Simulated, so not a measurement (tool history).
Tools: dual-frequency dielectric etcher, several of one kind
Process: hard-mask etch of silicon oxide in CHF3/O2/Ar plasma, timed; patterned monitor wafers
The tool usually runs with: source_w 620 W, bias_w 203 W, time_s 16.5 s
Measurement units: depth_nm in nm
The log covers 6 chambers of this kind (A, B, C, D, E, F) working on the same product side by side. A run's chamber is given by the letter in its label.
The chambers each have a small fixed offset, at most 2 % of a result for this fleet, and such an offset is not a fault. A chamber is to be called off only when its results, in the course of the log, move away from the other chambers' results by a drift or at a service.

run,hour,source_w,bias_w,time_s,"read-back reference wafer on the same gauge, depth_nm",depth_nm
1E,14.3,620,203,16.5,35.197,34.121
2F,22.2,620,203,16.5,35.206,34.467
3C,36.0,620,203,16.5,35.218,34.451
# hour 39.1: chamber D: source power generator calibrated
4B,45.8,620,203,16.5,35.208,33.938
5A,57.8,620,203,16.5,35.232,34.454
6D,72.2,620,203,16.5,35.224,34.509
7A,84.0,620,203,16.5,35.231,34.462
8C,93.2,620,203,16.5,35.237,34.516
# hour 103.7: chamber C: bias power generator calibrated
9D,104.4,620,203,16.5,35.239,34.612
10E,117.7,620,203,16.5,35.237,34.192
# hour 129.5: chamber A: bias power generator calibrated
11B,131.5,620,163,12.5,35.262,23.971
12F,141.6,620,163,12.5,35.256,24.314
# hour 146.5: chamber B: wet clean of the chamber
13C,148.7,620,163,12.5,35.263,24.294
# hour 151.9: chamber E: wet clean of the chamber
14B,161.0,620,163,12.5,35.269,23.876
15A,171.5,620,163,12.5,35.261,24.358
16F,178.8,620,163,12.5,35.270,24.255
# hour 181.4: chamber F: wet clean of the chamber
17E,191.1,620,223,19.0,35.281,40.751
18D,202.2,620,223,19.0,35.274,41.283
# hour 204.8: chamber E: bias power generator calibrated
19B,211.6,620,223,19.0,35.295,40.461
# hour 217.0: chamber D: wet clean of the chamber
20A,221.0,620,223,19.0,35.297,41.079
21D,234.5,620,223,19.0,35.285,41.239
22C,245.6,620,223,19.0,35.308,41.040
23F,260.0,620,203,16.5,35.306,34.579
24E,266.6,620,203,21.0,35.309,43.620
25B,275.4,620,203,21.0,35.312,43.274
26A,288.0,620,203,21.0,35.328,44.011
27C,295.7,620,203,21.0,35.334,43.956
28E,309.1,620,203,21.0,35.331,43.569
29F,316.3,620,203,21.0,35.342,44.077
30D,328.7,620,203,16.5,35.353,34.691
31E,336.1,620,203,16.5,35.337,34.316
32B,347.2,620,203,16.5,35.337,34.041
33F,361.2,620,203,16.5,35.343,34.568
34A,368.7,620,203,14.0,35.356,29.344
35C,375.6,620,203,14.0,35.354,29.356
36D,387.8,620,203,14.0,35.368,29.451
37B,401.5,620,203,14.0,35.369,28.851

One chamber off, gauge drift, or nothing amiss beyond the chambers' own small offsets? If it is a chamber, which one, and what is the likeliest cause?

It is the gauge, not a chamber: its drift shows up in every chamber's results at once, and no chamber is off.
Likeliest cause: gauge reads high (%) = 0.489.
